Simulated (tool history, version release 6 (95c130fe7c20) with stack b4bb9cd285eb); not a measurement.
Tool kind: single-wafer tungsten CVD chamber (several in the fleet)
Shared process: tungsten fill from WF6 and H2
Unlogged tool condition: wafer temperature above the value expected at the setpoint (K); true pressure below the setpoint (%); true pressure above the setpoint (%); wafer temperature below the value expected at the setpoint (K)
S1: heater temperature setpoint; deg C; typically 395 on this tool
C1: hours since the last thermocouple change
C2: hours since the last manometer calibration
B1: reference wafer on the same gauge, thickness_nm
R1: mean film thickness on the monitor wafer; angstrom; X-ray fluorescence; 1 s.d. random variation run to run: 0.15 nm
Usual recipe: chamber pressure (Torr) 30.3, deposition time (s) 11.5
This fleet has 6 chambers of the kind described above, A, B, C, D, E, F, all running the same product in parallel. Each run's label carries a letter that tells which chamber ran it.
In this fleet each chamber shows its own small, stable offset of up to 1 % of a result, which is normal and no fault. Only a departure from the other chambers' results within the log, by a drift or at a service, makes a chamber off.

{"run": "1D", "hour": 6.6, "S1": 395, "chamber pressure (Torr)": 30.3, "deposition time (s)": 11.5, "C1": 470.3, "C2": 931.2, "B1": 25.721, "R1": 304.73}
{"run": "2E", "hour": 14.2, "S1": 395, "chamber pressure (Torr)": 30.3, "deposition time (s)": 11.5, "C1": 918.4, "C2": 1338.1, "B1": 25.703, "R1": 304.82}
{"run": "3B", "hour": 24.3, "S1": 395, "chamber pressure (Torr)": 30.3, "deposition time (s)": 11.5, "C1": 219.7, "C2": 1674.6, "B1": 25.699, "R1": 305.51}
{"run": "4A", "hour": 29.0, "S1": 395, "chamber pressure (Torr)": 30.3, "deposition time (s)": 11.5, "C1": 272.1, "C2": 1453.6, "B1": 25.72, "R1": 307.87}
{"run": "5F", "hour": 39.2, "S1": 395, "chamber pressure (Torr)": 33.2, "deposition time (s)": 11.5, "C1": 2247.6, "C2": 912.1, "B1": 25.694, "R1": 315.41}
{"run": "6C", "hour": 46.7, "S1": 395, "chamber pressure (Torr)": 33.2, "deposition time (s)": 11.5, "C1": 1019.6, "C2": 1692.2, "B1": 25.698, "R1": 317.57}
{"run": "7A", "hour": 52.6, "S1": 395, "chamber pressure (Torr)": 33.2, "deposition time (s)": 11.5, "C1": 295.7, "C2": 1477.2, "B1": 25.701, "R1": 321.23}
{"run": "8F", "hour": 61.8, "S1": 395, "chamber pressure (Torr)": 33.2, "deposition time (s)": 11.5, "C1": 2270.2, "C2": 934.7, "B1": 25.694, "R1": 317.11}
{"run": "9B", "hour": 68.5, "S1": 395, "chamber pressure (Torr)": 33.2, "deposition time (s)": 11.5, "C1": 263.9, "C2": 1718.8, "B1": 25.694, "R1": 316.1}
{"run": "10C", "hour": 77.2, "S1": 395, "chamber pressure (Torr)": 33.2, "deposition time (s)": 11.5, "C1": 1050.1, "C2": 1722.7, "B1": 25.68, "R1": 317.65}
{"run": "11D", "hour": 85.4, "S1": 395, "chamber pressure (Torr)": 30.3, "deposition time (s)": 11.5, "C1": 549.1, "C2": 1010.0, "B1": 25.667, "R1": 308.94}
{"run": "12E", "hour": 94.2, "S1": 395, "chamber pressure (Torr)": 30.3, "deposition time (s)": 11.5, "C1": 998.4, "C2": 1418.1, "B1": 25.708, "R1": 306.03}
{"run": "13E", "hour": 103.9, "S1": 395, "chamber pressure (Torr)": 30.3, "deposition time (s)": 11.5, "C1": 1008.1, "C2": 1427.8, "B1": 25.666, "R1": 306.41}
{"run": "14C", "hour": 110.0, "S1": 395, "chamber pressure (Torr)": 30.3, "deposition time (s)": 11.5, "C1": 1082.9, "C2": 1755.5, "B1": 25.713, "R1": 305.22}
{"run": "15B", "hour": 115.4, "S1": 404, "chamber pressure (Torr)": 30.3, "deposition time (s)": 13.6, "C1": 310.8, "C2": 1765.7, "B1": 25.713, "R1": 424.6}
{"hour": 116.3, "done": "chamber C: thermocouple changed; heater temperature recalibrated"}
{"run": "16F", "hour": 123.5, "S1": 404, "chamber pressure (Torr)": 30.3, "deposition time (s)": 13.6, "C1": 2331.9, "C2": 996.4, "B1": 25.712, "R1": 423.1}
{"run": "17D", "hour": 133.4, "S1": 404, "chamber pressure (Torr)": 30.3, "deposition time (s)": 13.6, "C1": 597.1, "C2": 1058.0, "B1": 25.67, "R1": 430.32}
{"run": "18A", "hour": 140.0, "S1": 404, "chamber pressure (Torr)": 30.3, "deposition time (s)": 13.6, "C1": 383.1, "C2": 1564.6, "B1": 25.661, "R1": 430.44}
{"hour": 142.7, "done": "chamber F: thermocouple changed; heater temperature recalibrated"}
{"run": "19D", "hour": 147.1, "S1": 404, "chamber pressure (Torr)": 30.3, "deposition time (s)": 13.6, "C1": 610.8, "C2": 1071.7, "B1": 25.721, "R1": 428.24}
{"run": "20A", "hour": 156.9, "S1": 404, "chamber pressure (Torr)": 30.3, "deposition time (s)": 13.6, "C1": 400.0, "C2": 1581.5, "B1": 25.704, "R1": 429.71}
{"run": "21B", "hour": 161.9, "S1": 395, "chamber pressure (Torr)": 30.3, "deposition time (s)": 11.5, "C1": 357.3, "C2": 1812.2, "B1": 25.7, "R1": 304.74}
{"run": "22E", "hour": 167.7, "S1": 395, "chamber pressure (Torr)": 30.3, "deposition time (s)": 11.5, "C1": 1071.9, "C2": 1491.6, "B1": 25.737, "R1": 300.61}
{"run": "23C", "hour": 172.3, "S1": 404, "chamber pressure (Torr)": 36.1, "deposition time (s)": 11.5, "C1": 56.0, "C2": 1817.8, "B1": 25.654, "R1": 389.53}
{"run": "24F", "hour": 179.3, "S1": 404, "chamber pressure (Torr)": 36.1, "deposition time (s)": 11.5, "C1": 36.6, "C2": 1052.2, "B1": 25.695, "R1": 388.18}
{"run": "25B", "hour": 188.0, "S1": 404, "chamber pressure (Torr)": 36.1, "deposition time (s)": 11.5, "C1": 383.4, "C2": 1838.3, "B1": 25.686, "R1": 388.1}
{"run": "26E", "hour": 194.5, "S1": 404, "chamber pressure (Torr)": 36.1, "deposition time (s)": 11.5, "C1": 1098.7, "C2": 1518.4, "B1": 25.702, "R1": 381.35}
{"run": "27A", "hour": 203.8, "S1": 404, "chamber pressure (Torr)": 36.1, "deposition time (s)": 11.5, "C1": 446.9, "C2": 1628.4, "B1": 25.699, "R1": 394.02}
{"run": "28F", "hour": 212.4, "S1": 404, "chamber pressure (Torr)": 36.1, "deposition time (s)": 11.5, "C1": 69.7, "C2": 1085.3, "B1": 25.729, "R1": 388.53}
{"run": "29C", "hour": 219.5, "S1": 395, "chamber pressure (Torr)": 30.3, "deposition time (s)": 11.5, "C1": 103.2, "C2": 1865.0, "B1": 25.693, "R1": 302.73}
{"run": "30D", "hour": 228.2, "S1": 395, "chamber pressure (Torr)": 30.3, "deposition time (s)": 11.5, "C1": 691.9, "C2": 1152.8, "B1": 25.693, "R1": 304.82}
{"hour": 228.7, "done": "chamber B: capacitance manometer re-zeroed and calibrated"}
{"run": "31D", "hour": 233.5, "S1": 395, "chamber pressure (Torr)": 30.3, "deposition time (s)": 11.5, "C1": 697.2, "C2": 1158.1, "B1": 25.656, "R1": 306.9}
{"run": "32C", "hour": 242.6, "S1": 395, "chamber pressure (Torr)": 30.3, "deposition time (s)": 10.1, "C1": 126.3, "C2": 1888.1, "B1": 25.693, "R1": 267.18}
{"run": "33B", "hour": 249.2, "S1": 395, "chamber pressure (Torr)": 30.3, "deposition time (s)": 10.1, "C1": 444.6, "C2": 20.5, "B1": 25.724, "R1": 267.07}
{"run": "34F", "hour": 255.0, "S1": 395, "chamber pressure (Torr)": 30.3, "deposition time (s)": 10.1, "C1": 112.3, "C2": 1127.9, "B1": 25.695, "R1": 267.09}
{"run": "35A", "hour": 263.5, "S1": 395, "chamber pressure (Torr)": 30.3, "deposition time (s)": 10.1, "C1": 506.6, "C2": 1688.1, "B1": 25.692, "R1": 266.6}
{"run": "36E", "hour": 274.2, "S1": 395, "chamber pressure (Torr)": 30.3, "deposition time (s)": 10.1, "C1": 1178.4, "C2": 1598.1, "B1": 25.718, "R1": 256.57}
{"run": "37C", "hour": 283.7, "S1": 395, "chamber pressure (Torr)": 30.3, "deposition time (s)": 10.1, "C1": 167.4, "C2": 1929.2, "B1": 25.72, "R1": 266.38}
{"run": "38A", "hour": 291.8, "S1": 395, "chamber pressure (Torr)": 30.3, "deposition time (s)": 11.5, "C1": 534.9, "C2": 1716.4, "B1": 25.708, "R1": 305.73}
{"run": "39B", "hour": 302.3, "S1": 395, "chamber pressure (Torr)": 30.3, "deposition time (s)": 11.5, "C1": 497.7, "C2": 73.6, "B1": 25.713, "R1": 305.4}
{"run": "40D", "hour": 310.5, "S1": 395, "chamber pressure (Torr)": 30.3, "deposition time (s)": 11.5, "C1": 774.2, "C2": 1235.1, "B1": 25.701, "R1": 307.0}
{"run": "41E", "hour": 318.6, "S1": 395, "chamber pressure (Torr)": 30.3, "deposition time (s)": 11.5, "C1": 1222.8, "C2": 1642.5, "B1": 25.703, "R1": 291.11}

Predict what each chamber gives when all 6 of them run the settings below next.
{"run": "42A", "hour": 326.2, "S1": 385, "chamber pressure (Torr)": 30.3, "deposition time (s)": 11.5, "R1": "?"}
{"run": "42B", "hour": 326.2, "S1": 385, "chamber pressure (Torr)": 30.3, "deposition time (s)": 11.5, "R1": "?"}
{"run": "42C", "hour": 326.2, "S1": 385, "chamber pressure (Torr)": 30.3, "deposition time (s)": 11.5, "R1": "?"}
{"run": "42D", "hour": 326.2, "S1": 385, "chamber pressure (Torr)": 30.3, "deposition time (s)": 11.5, "R1": "?"}
{"run": "42E", "hour": 326.2, "S1": 385, "chamber pressure (Torr)": 30.3, "deposition time (s)": 11.5, "R1": "?"}
{"run": "42F", "hour": 326.2, "S1": 385, "chamber pressure (Torr)": 30.3, "deposition time (s)": 11.5, "R1": "?"}

run=42A R1=253.98
run=42B R1=250.97
run=42C R1=249.94
run=42D R1=252.86
run=42E R1=238.92
run=42F R1=252.62
